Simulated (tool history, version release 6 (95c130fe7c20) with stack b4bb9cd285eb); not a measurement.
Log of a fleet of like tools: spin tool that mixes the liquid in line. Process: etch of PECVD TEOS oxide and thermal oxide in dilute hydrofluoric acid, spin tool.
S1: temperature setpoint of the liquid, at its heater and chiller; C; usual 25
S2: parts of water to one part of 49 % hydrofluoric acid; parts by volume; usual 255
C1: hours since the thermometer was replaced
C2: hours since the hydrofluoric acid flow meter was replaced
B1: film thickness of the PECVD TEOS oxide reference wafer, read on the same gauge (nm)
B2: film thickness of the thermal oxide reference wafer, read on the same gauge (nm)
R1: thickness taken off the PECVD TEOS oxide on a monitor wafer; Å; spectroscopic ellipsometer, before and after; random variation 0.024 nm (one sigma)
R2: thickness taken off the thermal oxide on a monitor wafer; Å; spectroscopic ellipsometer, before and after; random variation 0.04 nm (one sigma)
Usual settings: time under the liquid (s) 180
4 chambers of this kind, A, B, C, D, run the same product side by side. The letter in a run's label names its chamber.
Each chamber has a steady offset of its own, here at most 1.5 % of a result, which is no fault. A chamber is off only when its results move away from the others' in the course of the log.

{"run": "1D", "hour": 8.4, "S1": 25, "S2": 255, "time under the liquid (s)": 180, "C1": 47.5, "C2": 311.2, "B1": 150.03, "B2": 60.027, "R1": 58.466, "R2": 29.956}
{"run": "2A", "hour": 20.1, "S1": 25, "S2": 255, "time under the liquid (s)": 180, "C1": 1021.5, "C2": 872.8, "B1": 149.96, "B2": 59.974, "R1": 58.615, "R2": 29.292}
{"run": "3B", "hour": 32.0, "S1": 25, "S2": 255, "time under the liquid (s)": 180, "C1": 1858.6, "C2": 253.3, "B1": 150.01, "B2": 60.073, "R1": 58.861, "R2": 29.652}
{"run": "4C", "hour": 39.2, "S1": 25, "S2": 255, "time under the liquid (s)": 180, "C1": 1941, "C2": 451.5, "B1": 149.98, "B2": 60.013, "R1": 58.767, "R2": 29.01}
{"run": "5D", "hour": 51.3, "S1": 25, "S2": 255, "time under the liquid (s)": 180, "C1": 90.4, "C2": 354.1, "B1": 150.03, "B2": 59.993, "R1": 58.906, "R2": 28.592}
{"hour": 59.4, "done": "chamber C: thermometer replaced"}
{"run": "6B", "hour": 59.9, "S1": 25, "S2": 255, "time under the liquid (s)": 180, "C1": 1886.5, "C2": 281.2, "B1": 149.98, "B2": 60.003, "R1": 58.882, "R2": 30.189}
{"run": "7C", "hour": 69.8, "S1": 25, "S2": 255, "time under the liquid (s)": 180, "C1": 10.4, "C2": 482.1, "B1": 149.95, "B2": 60.001, "R1": 58.739, "R2": 30.457}
{"run": "8A", "hour": 77.6, "S1": 25, "S2": 255, "time under the liquid (s)": 180, "C1": 1079, "C2": 930.3, "B1": 149.99, "B2": 59.998, "R1": 58.225, "R2": 29.676}
{"run": "9C", "hour": 89.3, "S1": 25, "S2": 255, "time under the liquid (s)": 180, "C1": 29.9, "C2": 501.6, "B1": 149.98, "B2": 60.019, "R1": 58.351, "R2": 29.52}
{"run": "10D", "hour": 102.9, "S1": 23, "S2": 360, "time under the liquid (s)": 180, "C1": 142, "C2": 405.7, "B1": 149.98, "B2": 60.009, "R1": 35.041, "R2": 17.819}
{"run": "11A", "hour": 109.9, "S1": 23, "S2": 360, "time under the liquid (s)": 180, "C1": 1111.3, "C2": 962.6, "B1": 150, "B2": 60.017, "R1": 35.368, "R2": 17.686}
{"run": "12B", "hour": 120.5, "S1": 23, "S2": 360, "time under the liquid (s)": 180, "C1": 1947.1, "C2": 341.8, "B1": 150, "B2": 60.015, "R1": 35.191, "R2": 17.769}
{"hour": 123.2, "done": "chamber B: thermometer replaced"}
{"run": "13A", "hour": 133.0, "S1": 23, "S2": 360, "time under the liquid (s)": 180, "C1": 1134.4, "C2": 985.7, "B1": 150, "B2": 59.989, "R1": 35.204, "R2": 18.188}
{"run": "14C", "hour": 148.3, "S1": 25, "S2": 255, "time under the liquid (s)": 180, "C1": 88.9, "C2": 560.6, "B1": 150.01, "B2": 59.984, "R1": 58.795, "R2": 29.874}
{"run": "15B", "hour": 161.7, "S1": 25, "S2": 255, "time under the liquid (s)": 180, "C1": 38.6, "C2": 383, "B1": 149.98, "B2": 59.966, "R1": 58.647, "R2": 29.134}
{"run": "16D", "hour": 176.8, "S1": 25, "S2": 255, "time under the liquid (s)": 125, "C1": 215.9, "C2": 479.6, "B1": 150.01, "B2": 60.046, "R1": 40.769, "R2": 21.014}
{"run": "17B", "hour": 190.3, "S1": 25, "S2": 255, "time under the liquid (s)": 125, "C1": 67.2, "C2": 411.6, "B1": 149.98, "B2": 60.001, "R1": 40.369, "R2": 20.542}
{"run": "18A", "hour": 202.1, "S1": 25, "S2": 255, "time under the liquid (s)": 125, "C1": 1203.5, "C2": 1054.8, "B1": 149.95, "B2": 60.045, "R1": 40.533, "R2": 20.459}
{"run": "19C", "hour": 212.6, "S1": 25, "S2": 255, "time under the liquid (s)": 125, "C1": 153.2, "C2": 624.9, "B1": 150.03, "B2": 60.048, "R1": 40.568, "R2": 20.282}
{"run": "20D", "hour": 225.9, "S1": 25, "S2": 255, "time under the liquid (s)": 180, "C1": 265, "C2": 528.7, "B1": 150.01, "B2": 59.981, "R1": 58.826, "R2": 29.845}
{"run": "21D", "hour": 238.2, "S1": 25, "S2": 255, "time under the liquid (s)": 180, "C1": 277.3, "C2": 541, "B1": 150.03, "B2": 59.999, "R1": 59.128, "R2": 29.161}
{"run": "22B", "hour": 251.4, "S1": 25, "S2": 255, "time under the liquid (s)": 180, "C1": 128.3, "C2": 472.7, "B1": 149.97, "B2": 59.962, "R1": 58.695, "R2": 30.096}
{"run": "23A", "hour": 259.8, "S1": 25, "S2": 255, "time under the liquid (s)": 180, "C1": 1261.2, "C2": 1112.5, "B1": 150.03, "B2": 60.043, "R1": 58.501, "R2": 29.378}
{"run": "24C", "hour": 266.6, "S1": 25, "S2": 255, "time under the liquid (s)": 180, "C1": 207.2, "C2": 678.9, "B1": 150.01, "B2": 60.007, "R1": 58.431, "R2": 29.855}
{"run": "25C", "hour": 275.3, "S1": 30, "S2": 335, "time under the liquid (s)": 180, "C1": 215.9, "C2": 687.6, "B1": 150.01, "B2": 60.012, "R1": 48.356, "R2": 24.161}
{"run": "26D", "hour": 282.1, "S1": 30, "S2": 335, "time under the liquid (s)": 180, "C1": 321.2, "C2": 584.9, "B1": 150.01, "B2": 60.013, "R1": 48.978, "R2": 24.636}
{"run": "27A", "hour": 293.6, "S1": 30, "S2": 335, "time under the liquid (s)": 180, "C1": 1295, "C2": 1146.3, "B1": 149.99, "B2": 60.005, "R1": 48.572, "R2": 24.524}
{"run": "28B", "hour": 301.8, "S1": 30, "S2": 335, "time under the liquid (s)": 180, "C1": 178.7, "C2": 523.1, "B1": 149.97, "B2": 60.033, "R1": 48.626, "R2": 24.422}
{"run": "29C", "hour": 313.2, "S1": 25, "S2": 255, "time under the liquid (s)": 180, "C1": 253.8, "C2": 725.5, "B1": 150.02, "B2": 60.005, "R1": 58.668, "R2": 29.854}
{"run": "30A", "hour": 325.1, "S1": 25, "S2": 255, "time under the liquid (s)": 180, "C1": 1326.5, "C2": 1177.8, "B1": 150, "B2": 59.973, "R1": 58.664, "R2": 29.84}

All 4 chambers run these settings next. Forecast each chamber's results:
{"run": "31A", "hour": 336.3, "S1": 25, "S2": 255, "time under the liquid (s)": 180, "R1": "?", "R2": "?"}
{"run": "31B", "hour": 336.3, "S1": 25, "S2": 255, "time under the liquid (s)": 180, "R1": "?", "R2": "?"}
{"run": "31C", "hour": 336.3, "S1": 25, "S2": 255, "time under the liquid (s)": 180, "R1": "?", "R2": "?"}
{"run": "31D", "hour": 336.3, "S1": 25, "S2": 255, "time under the liquid (s)": 180, "R1": "?", "R2": "?"}

run=31A R1=58.445 R2=29.208
run=31B R1=58.748 R2=30.162
run=31C R1=58.481 R2=29.335
run=31D R1=58.964 R2=29.877
